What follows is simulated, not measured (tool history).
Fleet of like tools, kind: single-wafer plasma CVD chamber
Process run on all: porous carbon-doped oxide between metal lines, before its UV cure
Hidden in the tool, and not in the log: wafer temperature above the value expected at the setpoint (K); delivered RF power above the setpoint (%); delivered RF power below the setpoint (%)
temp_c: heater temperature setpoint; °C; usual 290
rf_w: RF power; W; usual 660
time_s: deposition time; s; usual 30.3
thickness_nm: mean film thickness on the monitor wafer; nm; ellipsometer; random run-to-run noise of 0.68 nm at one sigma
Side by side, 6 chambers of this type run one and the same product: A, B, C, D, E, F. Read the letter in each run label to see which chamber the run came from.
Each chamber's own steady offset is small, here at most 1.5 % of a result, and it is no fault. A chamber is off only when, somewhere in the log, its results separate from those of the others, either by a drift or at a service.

run,hour,temp_c,rf_w,time_s,hours since the last thermocouple change,hours since the last RF generator calibration,"read-back reference wafer on the same gauge, thickness_nm",thickness_nm
1B,3.9,290,660,30.3,2363.7,1789.0,183.05,205.72
2F,8.5,290,660,30.3,235.8,762.1,183.02,207.56
3A,11.3,290,660,30.3,614.5,1012.2,183.14,207.39
4D,16.2,290,660,30.3,646.4,1359.8,183.05,208.64
5E,19.1,290,660,30.3,1728.6,907.4,182.82,204.89
6C,23.6,290,660,30.3,526.5,44.6,182.97,205.81
7C,27.9,290,580,33.5,530.8,48.9,183.17,208.98
8F,33.2,290,580,33.5,260.5,786.8,182.82,211.44
9E,36.5,290,580,33.5,1746.0,924.8,183.01,207.07
10A,40.1,290,580,33.5,643.3,1041.0,182.85,210.73
11D,44.0,290,580,33.5,674.2,1387.6,182.86,211.78
12B,47.4,290,580,33.5,2407.2,1832.5,183.08,209.42
13B,51.9,290,660,30.3,2411.7,1837.0,182.95,206.85
14D,56.4,290,660,30.3,686.6,1400.0,182.94,209.21
# hour 58.6: chamber B: thermocouple changed; heater temperature recalibrated
15C,60.7,290,660,30.3,563.6,81.7,183.12,205.23
16A,65.8,290,660,30.3,669.0,1066.7,182.96,207.07
17E,70.0,290,660,30.3,1779.5,958.3,183.01,205.48
18F,73.2,290,660,30.3,300.5,826.8,182.91,208.34
19F,77.4,290,660,30.3,304.7,831.0,183.11,208.61
20A,82.5,290,660,30.3,685.7,1083.4,182.92,206.84
21D,87.3,290,660,30.3,717.5,1430.9,182.94,209.36
22C,91.0,290,660,30.3,593.9,112.0,183.01,206.52
23B,96.0,290,660,30.3,37.5,1881.1,183.00,200.48
24E,101.0,290,660,30.3,1810.5,989.3,183.02,204.96
25B,104.9,299,660,30.3,46.4,1890.0,183.05,191.19
26E,109.1,299,660,30.3,1818.6,997.4,183.04,194.87
27F,113.8,299,660,30.3,341.1,867.4,183.00,197.52
28D,118.4,299,660,30.3,748.6,1462.0,183.11,198.31
29A,121.7,299,660,30.3,724.9,1122.6,183.01,196.89
# hour 122.2: chamber E: RF generator calibrated
30C,125.1,299,660,30.3,628.0,146.1,182.90,194.13
31C,128.2,290,660,30.3,631.1,149.2,182.86,206.43
32F,132.8,290,660,30.3,360.1,886.4,182.91,208.41
33E,135.4,275,570,30.3,1844.9,13.3,182.86,204.77
34B,139.2,275,570,30.3,80.7,1924.3,182.99,199.96
35A,144.2,275,570,30.3,747.4,1145.1,183.08,207.24
36D,148.3,275,570,30.3,778.5,1491.9,182.99,209.12
37D,153.1,275,570,30.3,783.3,1496.7,183.02,209.55
38E,157.5,275,570,30.3,1867.0,35.4,182.84,204.29
39F,159.8,290,660,30.3,387.1,913.4,182.85,208.28

The same settings go to every chamber for the next run, one line per chamber below. Forecast the results for each:
40A,163.6,290,660,30.3,,,,?
40B,163.6,290,660,30.3,,,,?
40C,163.6,290,660,30.3,,,,?
40D,163.6,290,660,30.3,,,,?
40E,163.6,290,660,30.3,,,,?
40F,163.6,290,660,30.3,,,,?

run,thickness_nm
40A,206.70
40B,200.68
40C,204.20
40D,208.61
40E,205.37
40F,208.52
